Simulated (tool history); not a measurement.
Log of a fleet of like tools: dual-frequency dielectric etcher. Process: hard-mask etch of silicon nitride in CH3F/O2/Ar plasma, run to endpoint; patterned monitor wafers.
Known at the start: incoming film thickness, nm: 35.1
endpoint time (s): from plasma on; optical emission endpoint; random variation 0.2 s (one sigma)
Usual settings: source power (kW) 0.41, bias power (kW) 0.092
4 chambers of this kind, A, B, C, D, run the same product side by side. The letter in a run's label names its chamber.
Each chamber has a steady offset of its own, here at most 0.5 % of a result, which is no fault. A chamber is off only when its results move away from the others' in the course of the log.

run	hour	source power (kW)	bias power (kW)	endpoint time (s)
1B	8.6	0.41	0.092	46.31
2D	12.9	0.41	0.092	46.214
3C	17.4	0.41	0.092	46.108
# hour 19.4: chamber D: wet clean of the chamber
4A	26.2	0.41	0.092	46.088
5C	32.9	0.41	0.092	46.277
6D	38.9	0.41	0.092	46.326
7A	47.5	0.41	0.092	45.853
# hour 52.1: chamber A: wet clean of the chamber
8B	55.5	0.41	0.105	44.202
9D	61.5	0.41	0.105	43.997
10C	67.5	0.41	0.105	44.3
11B	74.9	0.41	0.105	43.951
12A	83.7	0.41	0.092	45.746
13B	87.7	0.41	0.092	46.018
14A	94	0.46	0.103	42.245
15C	102.2	0.46	0.103	42.736
16D	108.4	0.46	0.103	42.586
17D	116.8	0.46	0.103	42.556
18A	125.8	0.48	0.077	46.009
19C	134.4	0.48	0.077	46.431
20B	139.8	0.48	0.077	46.516
21A	147.2	0.48	0.077	46.358
22B	152.6	0.41	0.092	46.44
23C	160.3	0.41	0.092	46.8
24D	168.7	0.31	0.078	54.472
25D	176.1	0.31	0.078	54.416
26C	180.4	0.31	0.078	54.425
27A	186.3	0.31	0.078	54.348
28B	192	0.41	0.092	46.353
29D	198.3	0.41	0.092	45.827
30A	206.7	0.35	0.081	51.123
31C	214.5	0.35	0.081	51.671
32B	219	0.35	0.081	51.796
33C	226.4	0.35	0.081	51.638
34A	233.8	0.41	0.092	45.991
35D	239.9	0.41	0.092	46.436
36B	245.7	0.41	0.092	46.193
37D	250.3	0.41	0.092	46.392
38A	254.4	0.41	0.092	46.286
39C	262.1	0.41	0.092	46.39
40B	266.2	0.41	0.092	46.294
41B	272.6	0.41	0.092	46.15
42C	279.9	0.41	0.092	46.357
43A	288.8	0.41	0.092	46.287

All 4 chambers run these settings next. Forecast each chamber's results:
44A	295.3	0.41	0.084	?
44B	295.3	0.41	0.084	?
44C	295.3	0.41	0.084	?
44D	295.3	0.41	0.084	?

run	endpoint time (s)
44A	47.711
44B	48.22
44C	47.982
44D	47.697

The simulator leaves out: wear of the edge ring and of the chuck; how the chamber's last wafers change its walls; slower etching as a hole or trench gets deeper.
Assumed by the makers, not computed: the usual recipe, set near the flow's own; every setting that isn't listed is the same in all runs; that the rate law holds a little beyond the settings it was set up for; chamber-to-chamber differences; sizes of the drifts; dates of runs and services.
